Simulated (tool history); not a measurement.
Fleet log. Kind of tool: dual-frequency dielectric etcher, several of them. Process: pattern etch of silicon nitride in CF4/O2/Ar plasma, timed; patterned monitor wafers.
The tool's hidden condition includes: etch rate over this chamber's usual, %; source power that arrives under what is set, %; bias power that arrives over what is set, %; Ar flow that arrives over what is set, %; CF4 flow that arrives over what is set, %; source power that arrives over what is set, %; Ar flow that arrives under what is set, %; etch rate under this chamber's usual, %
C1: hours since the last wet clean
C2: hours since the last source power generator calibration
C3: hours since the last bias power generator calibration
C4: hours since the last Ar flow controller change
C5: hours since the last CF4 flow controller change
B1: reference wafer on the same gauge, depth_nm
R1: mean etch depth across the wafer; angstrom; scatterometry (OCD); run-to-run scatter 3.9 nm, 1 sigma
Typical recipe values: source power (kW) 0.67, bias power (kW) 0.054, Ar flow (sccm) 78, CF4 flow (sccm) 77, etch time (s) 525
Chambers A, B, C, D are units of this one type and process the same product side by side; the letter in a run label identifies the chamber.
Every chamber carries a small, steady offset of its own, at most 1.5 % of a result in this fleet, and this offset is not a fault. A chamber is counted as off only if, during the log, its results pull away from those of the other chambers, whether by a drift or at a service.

Run 1B, hour 9.1: usual settings; C1 561.5; C2 1879.5; C3 2393.8; C4 1447.4; C5 967; B1 1111.2. Result: R1 13450 angstrom.
Run 2D, hour 15.1: usual settings; C1 358.5; C2 90.4; C3 604.9; C4 501.1; C5 741.6; B1 1110.5. Result: R1 13160 angstrom.
Run 3C, hour 24.9: usual settings; C1 236.5; C2 3338.7; C3 1362; C4 3683.2; C5 393.7; B1 1110. Result: R1 13236 angstrom.
At hour 32.9: chamber C: bias power generator calibrated.
Run 4A, hour 35.3: usual settings; C1 53.7; C2 3796.5; C3 182.2; C4 3774.9; C5 3274.7; B1 1109.3. Result: R1 13204 angstrom.
Run 5C, hour 42.3: usual settings; C1 253.9; C2 3356.1; C3 9.4; C4 3700.6; C5 411.1; B1 1109.6. Result: R1 13170 angstrom.
Run 6D, hour 53.1: usual settings; C1 396.5; C2 128.4; C3 642.9; C4 539.1; C5 779.6; B1 1109.5. Result: R1 13139 angstrom.
Run 7B, hour 62.5: usual settings; C1 614.9; C2 1932.9; C3 2447.2; C4 1500.8; C5 1020.4; B1 1109.8. Result: R1 13402 angstrom.
Run 8A, hour 73.3: usual settings; C1 91.7; C2 3834.5; C3 220.2; C4 3812.9; C5 3312.7; B1 1110.4. Result: R1 13236 angstrom.
Run 9C, hour 81: usual settings; C1 292.6; C2 3394.8; C3 48.1; C4 3739.3; C5 449.8; B1 1110.5. Result: R1 13193 angstrom.
At hour 84.7: chamber C: source power generator calibrated.
At hour 90.8: chamber D: wet clean of the chamber.
Run 10D, hour 91.6: usual settings; C1 0.8; C2 166.9; C3 681.4; C4 577.6; C5 818.1; B1 1110.5. Result: R1 13176 angstrom.
At hour 93.6: chamber B: wet clean of the chamber.
Run 11A, hour 96.7: usual settings; C1 115.1; C2 3857.9; C3 243.6; C4 3836.3; C5 3336.1; B1 1110.5. Result: R1 13207 angstrom.
Run 12B, hour 103.4: usual settings; C1 9.9; C2 1973.8; C3 2488.1; C4 1541.7; C5 1061.3; B1 1109.8. Result: R1 13391 angstrom.
Run 13D, hour 114: usual settings; C1 23.2; C2 189.3; C3 703.8; C4 600; C5 840.5; B1 1109.8. Result: R1 13180 angstrom.
Run 14B, hour 122.7: usual settings; C1 29.2; C2 1993.1; C3 2507.4; C4 1561; C5 1080.6; B1 1109.4. Result: R1 13389 angstrom.
Run 15A, hour 133.2: usual settings; C1 151.6; C2 3894.4; C3 280.1; C4 3872.8; C5 3372.6; B1 1110.4. Result: R1 13261 angstrom.
At hour 142.6: chamber C: Ar flow controller replaced.
Run 16C, hour 143.1: usual settings; C1 354.7; C2 58.4; C3 110.2; C4 0.5; C5 511.9; B1 1109.9. Result: R1 13644 angstrom.
Run 17D, hour 150.6: usual settings; C1 59.8; C2 225.9; C3 740.4; C4 636.6; C5 877.1; B1 1110.2. Result: R1 13170 angstrom.
Run 18A, hour 157.3: usual settings; C1 175.7; C2 3918.5; C3 304.2; C4 3896.9; C5 3396.7; B1 1109.6. Result: R1 13234 angstrom.
Run 19C, hour 166.2: usual settings; C1 377.8; C2 81.5; C3 133.3; C4 23.6; C5 535; B1 1110.4. Result: R1 13629 angstrom.
Run 20B, hour 172.6: usual settings; C1 79.1; C2 2043; C3 2557.3; C4 1610.9; C5 1130.5; B1 1110.4. Result: R1 13353 angstrom.
Run 21B, hour 183.6: usual settings; C1 90.1; C2 2054; C3 2568.3; C4 1621.9; C5 1141.5; B1 1109.7. Result: R1 13402 angstrom.
Run 22D, hour 189: usual settings; C1 98.2; C2 264.3; C3 778.8; C4 675; C5 915.5; B1 1110. Result: R1 13158 angstrom.
Run 23A, hour 197.9: usual settings; C1 216.3; C2 3959.1; C3 344.8; C4 3937.5; C5 3437.3; B1 1110. Result: R1 13309 angstrom.
Run 24C, hour 203.4: usual settings; C1 415; C2 118.7; C3 170.5; C4 60.8; C5 572.2; B1 1110. Result: R1 13544 angstrom.

Decide between three cases: one chamber stands off from its peers, the gauge reading all wafers drifts, or nothing is wrong past each chamber's small offset. Where a chamber is off, say which and what most likely put it there.

The work done on chamber C during a service left it standing apart from the others.
Most likely cause: source power that arrives over what is set, % = 3.12.

Which of the 4 candidates below, each the usual settings with something changed and its results left as question marks, puts chamber C back in line with what the other chambers give on the usual settings?
To be in line, a result may differ from the other chambers' mean on the usual settings by at most: R1 140 angstrom
Run 25C-1, hour 211.6: usual settings but source power (kW) 0.69. Result: R1 ?.
Run 25C-2, hour 211.6: usual settings but bias power (kW) 0.05. Result: R1 ?.
Run 25C-3, hour 211.6: usual settings but bias power (kW) 0.061. Result: R1 ?.
Run 25C-4, hour 211.6: usual settings but source power (kW) 0.66, etch time (s) 511. Result: R1 ?.

Usual-settings mean across the other chambers: R1 13263 angstrom
  run     R1
25C-1  13976
25C-2  13247
25C-3  14260
25C-4  13091
25C-2 is the one that brings the chamber's results back in line with the other chambers.

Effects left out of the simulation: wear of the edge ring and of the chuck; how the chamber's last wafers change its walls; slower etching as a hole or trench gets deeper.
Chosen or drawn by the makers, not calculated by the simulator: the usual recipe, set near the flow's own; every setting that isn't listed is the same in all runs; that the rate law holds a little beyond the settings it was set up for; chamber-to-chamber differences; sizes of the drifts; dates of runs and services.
